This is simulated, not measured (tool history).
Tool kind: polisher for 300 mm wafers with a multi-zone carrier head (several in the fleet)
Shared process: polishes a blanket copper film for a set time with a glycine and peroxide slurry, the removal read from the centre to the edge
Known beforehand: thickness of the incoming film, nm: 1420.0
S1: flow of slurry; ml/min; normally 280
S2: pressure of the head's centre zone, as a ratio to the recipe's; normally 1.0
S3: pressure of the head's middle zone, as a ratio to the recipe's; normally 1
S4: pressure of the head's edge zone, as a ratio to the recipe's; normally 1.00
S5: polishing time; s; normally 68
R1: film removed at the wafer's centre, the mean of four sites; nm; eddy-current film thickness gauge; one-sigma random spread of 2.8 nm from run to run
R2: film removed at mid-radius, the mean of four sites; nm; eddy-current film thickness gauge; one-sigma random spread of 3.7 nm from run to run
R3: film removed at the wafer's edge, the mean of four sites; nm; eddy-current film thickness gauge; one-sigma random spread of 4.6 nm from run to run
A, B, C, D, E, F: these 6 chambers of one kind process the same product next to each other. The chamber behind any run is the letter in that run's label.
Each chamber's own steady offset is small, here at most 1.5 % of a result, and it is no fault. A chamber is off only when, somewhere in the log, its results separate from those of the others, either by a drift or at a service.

{"run": "1F", "hour": 5.8, "S1": 280, "S2": 1.0, "S3": 1, "S4": 1.0, "S5": 68, "R1": 347.18, "R2": 352.11, "R3": 351.27}
{"hour": 12.2, "done": "chamber F: worn pad replaced by a new one"}
{"hour": 12.7, "done": "chamber E: worn pad replaced by a new one"}
{"run": "2E", "hour": 18.8, "S1": 280, "S2": 1.0, "S3": 1, "S4": 1.0, "S5": 68, "R1": 357.55, "R2": 349.34, "R3": 350.56}
{"hour": 24.5, "done": "chamber D: worn pad replaced by a new one"}
{"run": "3A", "hour": 27.9, "S1": 280, "S2": 1.0, "S3": 1, "S4": 1.0, "S5": 68, "R1": 349.32, "R2": 355.5, "R3": 356.43}
{"run": "4C", "hour": 38.2, "S1": 280, "S2": 1.0, "S3": 1, "S4": 1.0, "S5": 68, "R1": 349.65, "R2": 350.71, "R3": 354.15}
{"run": "5B", "hour": 45.6, "S1": 280, "S2": 1.0, "S3": 1, "S4": 1.0, "S5": 68, "R1": 352.37, "R2": 360.01, "R3": 351.29}
{"hour": 52.8, "done": "chamber B: worn pad replaced by a new one"}
{"run": "6D", "hour": 56.0, "S1": 280, "S2": 1.0, "S3": 1, "S4": 1.0, "S5": 68, "R1": 355.75, "R2": 357.78, "R3": 349.14}
{"run": "7D", "hour": 63.3, "S1": 280, "S2": 1.0, "S3": 1, "S4": 1.0, "S5": 68, "R1": 354.8, "R2": 357.24, "R3": 350.12}
{"run": "8E", "hour": 68.9, "S1": 280, "S2": 1.0, "S3": 1, "S4": 1.0, "S5": 68, "R1": 355.06, "R2": 352.73, "R3": 352.27}
{"run": "9A", "hour": 76.5, "S1": 280, "S2": 1.0, "S3": 1, "S4": 1.0, "S5": 68, "R1": 349.2, "R2": 347.04, "R3": 360.22}
{"hour": 77.5, "done": "chamber C: worn pad replaced by a new one"}
{"hour": 78.7, "done": "chamber A: worn pad replaced by a new one"}
{"hour": 84.5, "done": "chamber C: slurry nozzle cleaned"}
{"run": "10B", "hour": 87.2, "S1": 280, "S2": 1.0, "S3": 1, "S4": 0.94, "S5": 85, "R1": 441.49, "R2": 448.44, "R3": 428.52}
{"hour": 91.6, "done": "chamber D: worn pad replaced by a new one"}
{"run": "11C", "hour": 100.1, "S1": 280, "S2": 1.0, "S3": 1, "S4": 0.94, "S5": 85, "R1": 435.23, "R2": 446.16, "R3": 428.9}
{"hour": 103.0, "done": "chamber E: worn pad replaced by a new one"}
{"run": "12F", "hour": 110.5, "S1": 280, "S2": 1.0, "S3": 1, "S4": 0.94, "S5": 85, "R1": 438.86, "R2": 448.14, "R3": 425.04}
{"run": "13B", "hour": 116.5, "S1": 280, "S2": 1.0, "S3": 1, "S4": 0.94, "S5": 85, "R1": 439.47, "R2": 441.55, "R3": 430.72}
{"hour": 120.0, "done": "chamber A: slurry nozzle cleaned"}
{"run": "14A", "hour": 122.3, "S1": 280, "S2": 1.0, "S3": 1, "S4": 0.94, "S5": 85, "R1": 439.1, "R2": 450.2, "R3": 435.51}
{"hour": 122.5, "done": "chamber F: worn pad replaced by a new one"}
{"hour": 129.1, "done": "chamber E: slurry nozzle cleaned"}
{"run": "15F", "hour": 129.6, "S1": 280, "S2": 1.0, "S3": 1, "S4": 0.94, "S5": 85, "R1": 434.75, "R2": 441.08, "R3": 436.73}
{"run": "16D", "hour": 136.3, "S1": 280, "S2": 1.0, "S3": 1, "S4": 1.0, "S5": 68, "R1": 352.49, "R2": 357.28, "R3": 354.61}
{"run": "17E", "hour": 144.1, "S1": 280, "S2": 1.0, "S3": 1, "S4": 1.0, "S5": 68, "R1": 356.15, "R2": 352.45, "R3": 357.3}
{"hour": 147.1, "done": "chamber C: worn pad replaced by a new one"}
{"run": "18C", "hour": 151.2, "S1": 280, "S2": 1.1, "S3": 1, "S4": 1.0, "S5": 68, "R1": 389.73, "R2": 353.13, "R3": 357.04}
{"run": "19C", "hour": 158.5, "S1": 280, "S2": 1.1, "S3": 1, "S4": 1.0, "S5": 68, "R1": 388.91, "R2": 350.19, "R3": 354.44}
{"hour": 159.5, "done": "chamber B: worn pad replaced by a new one"}
{"hour": 161.4, "done": "chamber B: slurry nozzle cleaned"}
{"run": "20E", "hour": 166.5, "S1": 280, "S2": 1.1, "S3": 1, "S4": 1.0, "S5": 68, "R1": 398.13, "R2": 356.18, "R3": 356.97}
{"hour": 170.6, "done": "chamber D: worn pad replaced by a new one"}
{"run": "21A", "hour": 173.6, "S1": 280, "S2": 1.1, "S3": 1, "S4": 1.0, "S5": 68, "R1": 388.12, "R2": 360.15, "R3": 347.41}
{"hour": 174.2, "done": "chamber E: edge zone pressure recalibrated"}
{"hour": 174.3, "done": "chamber A: worn pad replaced by a new one"}
{"run": "22F", "hour": 181.6, "S1": 280, "S2": 1.1, "S3": 1, "S4": 1.0, "S5": 68, "R1": 390.98, "R2": 353.29, "R3": 353.42}
{"run": "23D", "hour": 189.8, "S1": 280, "S2": 1.1, "S3": 1, "S4": 1.0, "S5": 68, "R1": 396.25, "R2": 352.6, "R3": 344.68}
{"hour": 193.5, "done": "chamber C: edge zone pressure recalibrated"}
{"hour": 196.8, "done": "chamber D: centre zone pressure recalibrated"}
{"run": "24B", "hour": 199.5, "S1": 280, "S2": 1.0, "S3": 1, "S4": 1.0, "S5": 68, "R1": 357.39, "R2": 357.92, "R3": 359.08}
{"hour": 208.1, "done": "chamber E: worn pad replaced by a new one"}
{"run": "25D", "hour": 211.9, "S1": 280, "S2": 1.0, "S3": 1, "S4": 1.0, "S5": 68, "R1": 356.41, "R2": 350.82, "R3": 348.22}
{"run": "26A", "hour": 217.9, "S1": 280, "S2": 1.0, "S3": 1, "S4": 1.0, "S5": 68, "R1": 349.14, "R2": 356.8, "R3": 346.37}
{"run": "27B", "hour": 223.9, "S1": 280, "S2": 1.0, "S3": 1, "S4": 1.0, "S5": 68, "R1": 354.22, "R2": 354.09, "R3": 353.17}
{"hour": 228.0, "done": "chamber F: worn pad replaced by a new one"}
{"run": "28E", "hour": 230.6, "S1": 280, "S2": 1.0, "S3": 1, "S4": 1.0, "S5": 68, "R1": 356.74, "R2": 356.12, "R3": 354.96}
{"hour": 231.4, "done": "chamber C: worn pad replaced by a new one"}
{"run": "29F", "hour": 238.9, "S1": 280, "S2": 1.0, "S3": 1, "S4": 1.0, "S5": 68, "R1": 356.77, "R2": 356.55, "R3": 356.83}
{"run": "30C", "hour": 251.8, "S1": 280, "S2": 0.9, "S3": 1, "S4": 1.0, "S5": 76, "R1": 355.71, "R2": 392.28, "R3": 396.64}
{"hour": 254.9, "done": "chamber D: worn pad replaced by a new one"}
{"hour": 258.6, "done": "chamber B: worn pad replaced by a new one"}
{"run": "31F", "hour": 259.8, "S1": 280, "S2": 0.9, "S3": 1, "S4": 1.0, "S5": 76, "R1": 346.09, "R2": 401.18, "R3": 399.84}
{"hour": 261.3, "done": "chamber A: worn pad replaced by a new one"}
{"run": "32B", "hour": 267.0, "S1": 280, "S2": 0.9, "S3": 1, "S4": 1.0, "S5": 76, "R1": 357.41, "R2": 390.11, "R3": 392.27}
{"hour": 274.0, "done": "chamber A: centre zone pressure recalibrated"}
{"run": "33A", "hour": 274.9, "S1": 280, "S2": 0.9, "S3": 1, "S4": 1.0, "S5": 76, "R1": 356.47, "R2": 386.02, "R3": 393.21}
{"hour": 282.8, "done": "chamber E: centre zone pressure recalibrated"}
{"run": "34C", "hour": 286.6, "S1": 280, "S2": 0.9, "S3": 1, "S4": 1.0, "S5": 76, "R1": 344.04, "R2": 393.22, "R3": 396.93}
{"hour": 295.4, "done": "chamber E: worn pad replaced by a new one"}
{"run": "35D", "hour": 299.4, "S1": 280, "S2": 0.9, "S3": 1, "S4": 1.0, "S5": 76, "R1": 349.89, "R2": 392.91, "R3": 388.54}
{"run": "36E", "hour": 306.9, "S1": 280, "S2": 1.0, "S3": 1, "S4": 1.0, "S5": 68, "R1": 354.21, "R2": 352.89, "R3": 349.64}
{"hour": 314.5, "done": "chamber C: worn pad replaced by a new one"}
{"run": "37B", "hour": 316.8, "S1": 280, "S2": 1.0, "S3": 1, "S4": 1.0, "S5": 68, "R1": 353.16, "R2": 353.81, "R3": 347.75}
{"hour": 324.3, "done": "chamber D: worn pad replaced by a new one"}
{"hour": 325.8, "done": "chamber F: worn pad replaced by a new one"}
{"run": "38C", "hour": 328.9, "S1": 280, "S2": 1.0, "S3": 1, "S4": 1.0, "S5": 68, "R1": 352.42, "R2": 357.08, "R3": 346.55}
{"hour": 338.2, "done": "chamber F: edge zone pressure recalibrated"}
{"run": "39D", "hour": 339.3, "S1": 280, "S2": 1.0, "S3": 1, "S4": 1.0, "S5": 68, "R1": 356.68, "R2": 353.91, "R3": 352.88}
{"hour": 351.9, "done": "chamber A: worn pad replaced by a new one"}
{"run": "40F", "hour": 352.0, "S1": 280, "S2": 1.0, "S3": 1, "S4": 1.0, "S5": 68, "R1": 349.46, "R2": 353.55, "R3": 352.74}
{"run": "41E", "hour": 358.0, "S1": 280, "S2": 1.0, "S3": 1, "S4": 1.0, "S5": 68, "R1": 355.91, "R2": 353.23, "R3": 355.59}
{"run": "42A", "hour": 365.3, "S1": 280, "S2": 1.0, "S3": 1, "S4": 1.0, "S5": 68, "R1": 352.46, "R2": 348.0, "R3": 360.35}
{"run": "43F", "hour": 375.4, "S1": 280, "S2": 1.0, "S3": 1, "S4": 1.0, "S5": 68, "R1": 353.28, "R2": 349.93, "R3": 350.98}
{"hour": 378.6, "done": "chamber B: worn pad replaced by a new one"}
{"run": "44B", "hour": 384.5, "S1": 280, "S2": 1.0, "S3": 1, "S4": 1.0, "S5": 68, "R1": 353.81, "R2": 356.87, "R3": 358.99}

Has any chamber moved away from the others, gradually or after a service, or does the common gauge drift, or do the chambers differ only by their own small steady offsets? State the chamber and the most likely cause if one applies.

Neither any chamber nor the gauge drifts; the chambers differ only by their own small, steady offsets.
